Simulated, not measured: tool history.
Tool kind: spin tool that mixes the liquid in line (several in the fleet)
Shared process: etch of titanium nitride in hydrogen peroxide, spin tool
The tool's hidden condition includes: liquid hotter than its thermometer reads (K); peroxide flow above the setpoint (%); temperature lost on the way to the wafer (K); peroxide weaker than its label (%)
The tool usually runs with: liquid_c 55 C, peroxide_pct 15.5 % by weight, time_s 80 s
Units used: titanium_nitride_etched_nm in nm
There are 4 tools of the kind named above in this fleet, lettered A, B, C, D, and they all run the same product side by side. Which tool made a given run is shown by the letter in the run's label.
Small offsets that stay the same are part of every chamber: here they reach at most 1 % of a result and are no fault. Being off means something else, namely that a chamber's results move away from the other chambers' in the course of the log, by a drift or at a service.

run   hour  liquid_c  peroxide_pct  time_s  hours since the thermometer was replaced  hours since the peroxide flow meter was replaced  hours since the heated supply line was repaired  hours since the drum of peroxide was connected  read-back film thickness of the titanium nitride reference wafer, read on the same gauge (nm)  titanium_nitride_etched_nm
 1D   10.3        55          15.5      80                                     704.6                                             225.6                                           2080.9                                           732.3                                                                                         39.996                      5.1845
 2B   17.1        55          15.5      80                                     791.2                                             535.2                                            752.8                                           348.9                                                                                         40.011                      5.0773
        21  -- chamber C: new drum of peroxide connected
      25.6  -- chamber B: thermometer replaced
 3A   27.1        55          15.5      80                                     796.9                                              1632                                            737.4                                           221.2                                                                                         40.011                        5.15
 4C   35.8        55          15.5      80                                    1887.3                                              93.7                                            400.5                                            14.8                                                                                         39.968                      5.0749
 5B   43.3        55            12      50                                      17.8                                             561.4                                              779                                           375.1                                                                                         39.988                      2.9548
 6C   49.2        55            12      50                                    1900.7                                             107.1                                            413.9                                            28.2                                                                                         40.004                      3.0837
 7D   58.7        55            12      50                                       753                                               274                                           2129.3                                           780.7                                                                                         40.016                      3.0776
 8A   65.2        55            12      50                                       835                                            1670.1                                            775.5                                           259.3                                                                                         40.004                      3.0351
      72.5  -- chamber B: new drum of peroxide connected
 9D   75.2        55          15.5      80                                     769.5                                             290.5                                           2145.8                                           797.2                                                                                         40.004                      5.1936
10A   81.7        55          15.5      80                                     851.5                                            1686.6                                              792                                           275.8                                                                                         40.047                      5.2239
11B   92.6        55          15.5      80                                      67.1                                             610.7                                            828.3                                            20.1                                                                                          40.01                      5.1201
     102.5  -- chamber B: peroxide flow meter replaced
12C  103.4        55          15.5      80                                    1954.9                                             161.3                                            468.1                                            82.4                                                                                         40.008                      5.1247
13B  114.2        55          15.5      80                                      88.7                                              11.8                                            849.9                                            41.7                                                                                          40.01                      5.0701
14C  123.1        55          15.5      80                                    1974.6                                               181                                            487.8                                           102.1                                                                                          39.99                      5.1301
15A  134.4        55          15.5      80                                     904.2                                            1739.3                                            844.7                                           328.5                                                                                          39.95                      5.2566
16D  140.7        55          15.5      80                                       835                                               356                                           2211.3                                           862.7                                                                                         39.983                      5.2043
17C  152.3        55          15.5      80                                    2003.8                                             210.2                                              517                                           131.3                                                                                         40.001                      5.1789
18D  163.7        55          15.5      80                                       858                                               379                                           2234.3                                           885.7                                                                                         40.014                      5.1321
19A  170.6        55          15.5      80                                     940.4                                            1775.5                                            880.9                                           364.7                                                                                         39.998                      5.4236
20B    176        55            13      80                                     150.5                                              73.6                                            911.7                                           103.5                                                                                         39.973                      4.8359
21A  186.5        55            13      80                                     956.3                                            1791.4                                            896.8                                           380.6                                                                                          39.99                       5.172
22B  192.1        55            13      80                                     166.6                                              89.7                                            927.8                                           119.6                                                                                         39.994                      4.8823
23C  202.7        55            13      80                                    2054.2                                             260.6                                            567.4                                           181.7                                                                                         39.975                      4.9367
24D  211.3        55          15.5      80                                     905.6                                             426.6                                           2281.9                                           933.3                                                                                         40.017                      5.1043
25A  222.4        55          15.5      80                                     992.2                                            1827.3                                            932.7                                           416.5                                                                                         39.992                      5.4199
26B  233.7        55          15.5      80                                     208.2                                             131.3                                            969.4                                           161.2                                                                                         40.015                      5.1055
     238.1  -- chamber A: peroxide flow meter replaced
27C  244.2        55          15.5      80                                    2095.7                                             302.1                                            608.9                                           223.2                                                                                         40.009                      5.1166
28D    254        55          15.5      80                                     948.3                                             469.3                                           2324.6                                             976                                                                                         39.996                      5.1176
     258.3  -- chamber A: new drum of peroxide connected
29C  263.2        55          15.5      80                                    2114.7                                             321.1                                            627.9                                           242.2                                                                                         40.037                      5.1521
30A  268.3        55            17      80                                    1038.1                                              30.2                                            978.6                                              10                                                                                          39.99                      5.6529
31B  276.7        55            17      80                                     251.2                                             174.3                                           1012.4                                           204.2                                                                                         40.027                      5.3102
32D  284.8        55            17      80                                     979.1                                             500.1                                           2355.4                                          1006.8                                                                                         40.004                      5.2033
33A  295.8        55            17      80                                    1065.6                                              57.7                                           1006.1                                            37.5                                                                                         40.018                      5.5329

Has any chamber moved away from the others, gradually or after a service, or does the common gauge drift, or do the chambers differ only by their own small steady offsets? State the chamber and the most likely cause if one applies.

One chamber, A, drifts off from the rest bit by bit.
Cause: liquid hotter than its thermometer reads (K) = 0.906.

Which of the 4 candidates below, each the usual settings with something changed and its results left as question marks, puts chamber A back in line with what the other chambers give on the usual settings?
In line means no further than this from the other chambers' mean on the usual settings: titanium_nitride_etched_nm 0.16 nm
34A-1  304.1        55          16.5      80                                                                                                                                                                                                                                                                                                                       ?
34A-2  304.1        55          14.5      80                                                                                                                                                                                                                                                                                                                       ?
34A-3  304.1        55          15.5      85                                                                                                                                                                                                                                                                                                                       ?
34A-4  304.1        55          15.5      75                                                                                                                                                                                                                                                                                                                       ?

Average result of the remaining chambers running the usual settings: titanium_nitride_etched_nm 5.1309 nm
  run  titanium_nitride_etched_nm
34A-1                      5.5668
34A-2                      5.4178
34A-3                      5.8374
34A-4                      5.1506
With 34A-4, the chamber falls back in line with the rest.
